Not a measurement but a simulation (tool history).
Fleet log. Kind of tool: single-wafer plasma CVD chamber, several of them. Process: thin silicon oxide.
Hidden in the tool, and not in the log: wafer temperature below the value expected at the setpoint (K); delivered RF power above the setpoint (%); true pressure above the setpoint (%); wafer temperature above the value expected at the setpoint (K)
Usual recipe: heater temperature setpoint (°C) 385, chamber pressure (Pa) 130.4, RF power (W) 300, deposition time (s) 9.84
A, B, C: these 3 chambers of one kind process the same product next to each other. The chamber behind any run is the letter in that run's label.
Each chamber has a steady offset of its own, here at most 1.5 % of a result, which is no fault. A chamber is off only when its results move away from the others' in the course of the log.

run	hour	heater temperature setpoint (°C)	chamber pressure (Pa)	RF power (W)	deposition time (s)	hours since the last thermocouple change	hours since the last RF generator calibration	hours since the last manometer calibration	read-back reference wafer on the same gauge, thickness_nm	mean film thickness on the monitor wafer (Å)
1A	10.3	385	130.4	300	9.84	2711.5	202.6	2615.3	18.602	214.28
# hour 13.5: chamber A: thermocouple changed; heater temperature recalibrated
2C	18.7	385	130.4	300	9.84	786.7	1138.7	175.8	18.59	215.97
3B	31	385	130.4	300	9.84	832.7	985.3	2079.8	18.589	219.52
4C	39.3	385	130.4	300	9.84	807.3	1159.3	196.4	18.594	215.93
5A	53.7	385	130.4	300	9.84	40.3	246	2658.7	18.587	213.86
6B	61.2	385	130.4	300	9.84	862.9	1015.5	2110	18.573	219.2
7A	74.2	385	130.4	300	11.48	60.8	266.5	2679.2	18.577	249.5
8B	85.2	385	130.4	300	11.48	886.9	1039.5	2134	18.574	255.71
9C	93.4	385	130.4	300	11.48	861.4	1213.4	250.5	18.577	251.64
10A	101.7	385	130.4	300	9.84	88.3	294	2706.7	18.571	214.28
# hour 103.4: chamber B: capacitance manometer re-zeroed and calibrated
11C	113.2	385	130.4	340	10.7	881.2	1233.2	270.3	18.57	246.3
12B	122.2	385	130.4	340	10.7	923.9	1076.5	18.8	18.573	249.65
13B	130.8	385	130.4	340	10.7	932.5	1085.1	27.4	18.561	249.33
14A	143.4	385	130.4	300	9.84	130	335.7	2748.4	18.562	214.06
15C	152	385	130.4	300	11.2	920	1272	309.1	18.549	245.09
16A	164.6	385	130.4	300	11.2	151.2	356.9	2769.6	18.553	243.22
17C	179.9	385	130.4	300	11.2	947.9	1299.9	337	18.546	245.72
18B	192	385	130.4	300	9.84	993.7	1146.3	88.6	18.547	218.5
19C	204.6	385	130.4	300	9.84	972.6	1324.6	361.7	18.544	215.69
# hour 206.9: chamber A: capacitance manometer re-zeroed and calibrated
20A	219.5	385	130.4	300	9.84	206.1	411.8	12.7	18.542	214.81
21B	227.6	385	130.4	300	9.84	1029.3	1181.9	124.2	18.538	217.78
22C	234.7	385	130.4	300	9.84	1002.7	1354.7	391.8	18.529	215.7
23B	244.3	385	130.4	300	9.84	1046	1198.6	140.9	18.536	218.36
24A	256.7	385	130.4	300	9.84	243.3	449	49.9	18.528	213.26
25A	263.5	385	130.4	300	9.84	250.1	455.8	56.7	18.533	213.8
26C	276.8	394	130.4	245	9.84	1044.8	1396.8	433.9	18.527	196.47
27B	286.6	394	130.4	245	9.84	1088.3	1240.9	183.2	18.523	198.14
28C	297.1	394	130.4	245	9.84	1065.1	1417.1	454.2	18.516	196.04
29A	309.8	385	130.4	300	9.84	296.4	502.1	103	18.529	213.67
30B	325.4	385	130.4	300	9.84	1127.1	1279.7	222	18.515	218.53
31C	332.6	385	130.4	300	9.84	1100.6	1452.6	489.7	18.518	215.37
32B	341.4	385	130.4	300	9.84	1143.1	1295.7	238	18.508	217.33
33A	352.9	385	130.4	300	9.84	339.5	545.2	146.1	18.503	213.36
34C	360.9	385	130.4	300	9.84	1128.9	1480.9	518	18.504	215.31
35B	368.5	385	130.4	300	9.84	1170.2	1322.8	265.1	18.506	218.07
36A	380.4	385	130.4	300	9.84	367	572.7	173.6	18.491	213.53
37B	396	385	118.9	300	9.84	1197.7	1350.3	292.6	18.489	201.68
38C	405	385	118.9	300	9.84	1173	1525	562.1	18.484	198.69
39A	412.2	385	118.9	300	9.84	398.8	604.5	205.4	18.492	198.03
# hour 426.5: chamber C: thermocouple changed; heater temperature recalibrated
40C	427.6	385	130.4	300	9.84	1.2	1547.6	584.7	18.488	215.15
41B	438.7	385	130.4	300	9.84	1240.4	1393	335.3	18.484	217.69
42A	454.2	385	130.4	300	9.84	440.8	646.5	247.4	18.476	213.12

Next, every chamber runs the same settings. What will each give?
43A	465.6	385	140.8	300	9.84					?
43B	465.6	385	140.8	300	9.84					?
43C	465.6	385	140.8	300	9.84					?

run	mean film thickness on the monitor wafer (Å)
43A	223.85
43B	228.41
43C	226.13

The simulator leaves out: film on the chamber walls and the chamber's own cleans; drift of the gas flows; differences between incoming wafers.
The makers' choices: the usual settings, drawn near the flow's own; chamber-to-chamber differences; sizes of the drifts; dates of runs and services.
